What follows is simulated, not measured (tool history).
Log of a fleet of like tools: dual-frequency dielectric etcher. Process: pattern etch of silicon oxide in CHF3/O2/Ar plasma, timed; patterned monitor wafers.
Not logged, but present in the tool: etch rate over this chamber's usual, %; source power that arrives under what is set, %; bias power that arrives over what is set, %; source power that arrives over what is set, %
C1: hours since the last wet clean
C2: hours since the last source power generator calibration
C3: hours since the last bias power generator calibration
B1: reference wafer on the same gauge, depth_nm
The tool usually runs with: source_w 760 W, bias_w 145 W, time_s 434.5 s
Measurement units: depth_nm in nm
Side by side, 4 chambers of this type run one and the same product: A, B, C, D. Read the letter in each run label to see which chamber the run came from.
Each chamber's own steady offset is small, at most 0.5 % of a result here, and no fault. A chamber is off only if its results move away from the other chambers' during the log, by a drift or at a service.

{"run": "1B", "hour": 6.3, "source_w": 760, "bias_w": 145, "time_s": 434.5, "C1": 10.4, "C2": 670.5, "C3": 767.6, "B1": 948.54, "depth_nm": 882.56}
{"run": "2A", "hour": 12.2, "source_w": 760, "bias_w": 145, "time_s": 434.5, "C1": 239.3, "C2": 1920.5, "C3": 35.2, "B1": 948.9, "depth_nm": 885.57}
{"run": "3D", "hour": 18.3, "source_w": 760, "bias_w": 145, "time_s": 434.5, "C1": 144.3, "C2": 736.2, "C3": 68.1, "B1": 948.61, "depth_nm": 885.33}
{"run": "4C", "hour": 29.3, "source_w": 760, "bias_w": 145, "time_s": 434.5, "C1": 215.0, "C2": 1371.2, "C3": 1767.6, "B1": 948.38, "depth_nm": 873.1}
{"run": "5A", "hour": 40.0, "source_w": 760, "bias_w": 145, "time_s": 434.5, "C1": 267.1, "C2": 1948.3, "C3": 63.0, "B1": 947.66, "depth_nm": 876.53}
{"run": "6B", "hour": 49.1, "source_w": 760, "bias_w": 145, "time_s": 434.5, "C1": 53.2, "C2": 713.3, "C3": 810.4, "B1": 947.76, "depth_nm": 875.79}
{"run": "7D", "hour": 59.5, "source_w": 760, "bias_w": 145, "time_s": 434.5, "C1": 185.5, "C2": 777.4, "C3": 109.3, "B1": 947.29, "depth_nm": 874.41}
{"run": "8C", "hour": 70.0, "source_w": 760, "bias_w": 145, "time_s": 434.5, "C1": 255.7, "C2": 1411.9, "C3": 1808.3, "B1": 948.43, "depth_nm": 880.27}
{"run": "9A", "hour": 77.7, "source_w": 760, "bias_w": 145, "time_s": 434.5, "C1": 304.8, "C2": 1986.0, "C3": 100.7, "B1": 947.01, "depth_nm": 870.06}
{"run": "10D", "hour": 87.5, "source_w": 760, "bias_w": 145, "time_s": 434.5, "C1": 213.5, "C2": 805.4, "C3": 137.3, "B1": 948.71, "depth_nm": 877.6}
{"run": "11C", "hour": 95.3, "source_w": 760, "bias_w": 145, "time_s": 434.5, "C1": 281.0, "C2": 1437.2, "C3": 1833.6, "B1": 949.75, "depth_nm": 879.59}
{"run": "12B", "hour": 103.4, "source_w": 760, "bias_w": 145, "time_s": 434.5, "C1": 107.5, "C2": 767.6, "C3": 864.7, "B1": 948.29, "depth_nm": 876.85}
{"run": "13A", "hour": 112.0, "source_w": 760, "bias_w": 145, "time_s": 434.5, "C1": 339.1, "C2": 2020.3, "C3": 135.0, "B1": 947.59, "depth_nm": 873.44}
{"run": "14D", "hour": 117.8, "source_w": 760, "bias_w": 145, "time_s": 434.5, "C1": 243.8, "C2": 835.7, "C3": 167.6, "B1": 947.34, "depth_nm": 867.52}
{"run": "15B", "hour": 126.4, "source_w": 760, "bias_w": 145, "time_s": 434.5, "C1": 130.5, "C2": 790.6, "C3": 887.7, "B1": 947.84, "depth_nm": 875.39}
{"run": "16C", "hour": 133.9, "source_w": 760, "bias_w": 145, "time_s": 434.5, "C1": 319.6, "C2": 1475.8, "C3": 1872.2, "B1": 947.76, "depth_nm": 880.94}
{"run": "17A", "hour": 140.7, "source_w": 760, "bias_w": 145, "time_s": 434.5, "C1": 367.8, "C2": 2049.0, "C3": 163.7, "B1": 948.77, "depth_nm": 874.84}
{"hour": 146.1, "done": "chamber A: source power generator calibrated"}
{"run": "18C", "hour": 152.4, "source_w": 850, "bias_w": 145, "time_s": 509.5, "C1": 338.1, "C2": 1494.3, "C3": 1890.7, "B1": 948.78, "depth_nm": 1078.3}
{"run": "19D", "hour": 158.7, "source_w": 850, "bias_w": 145, "time_s": 509.5, "C1": 284.7, "C2": 876.6, "C3": 208.5, "B1": 948.11, "depth_nm": 1086.2}
{"run": "20B", "hour": 167.8, "source_w": 850, "bias_w": 145, "time_s": 509.5, "C1": 171.9, "C2": 832.0, "C3": 929.1, "B1": 948.21, "depth_nm": 1079.6}
{"run": "21C", "hour": 178.2, "source_w": 850, "bias_w": 145, "time_s": 509.5, "C1": 363.9, "C2": 1520.1, "C3": 1916.5, "B1": 948.21, "depth_nm": 1074.1}
{"run": "22B", "hour": 187.0, "source_w": 760, "bias_w": 145, "time_s": 434.5, "C1": 191.1, "C2": 851.2, "C3": 948.3, "B1": 947.58, "depth_nm": 875.1}
{"run": "23D", "hour": 195.9, "source_w": 760, "bias_w": 145, "time_s": 434.5, "C1": 321.9, "C2": 913.8, "C3": 245.7, "B1": 947.98, "depth_nm": 875.59}
{"run": "24A", "hour": 201.9, "source_w": 760, "bias_w": 145, "time_s": 434.5, "C1": 429.0, "C2": 55.9, "C3": 224.9, "B1": 947.2, "depth_nm": 881.93}
{"hour": 203.9, "done": "chamber A: wet clean of the chamber"}
{"run": "25B", "hour": 212.2, "source_w": 760, "bias_w": 145, "time_s": 434.5, "C1": 216.3, "C2": 876.4, "C3": 973.5, "B1": 949.68, "depth_nm": 873.12}
{"run": "26D", "hour": 218.7, "source_w": 760, "bias_w": 145, "time_s": 434.5, "C1": 344.7, "C2": 936.6, "C3": 268.5, "B1": 948.86, "depth_nm": 880.42}
{"run": "27A", "hour": 224.5, "source_w": 760, "bias_w": 145, "time_s": 434.5, "C1": 20.6, "C2": 78.5, "C3": 247.5, "B1": 948.06, "depth_nm": 878.24}

Which is it: a chamber that has drifted or been left off by a service, a gauge drift common to all chambers, or only each chamber's usual small offset? If a chamber is off, name it and its likeliest cause.

No chamber is off and the gauge is stable; the differences are just each chamber's small, constant offset.
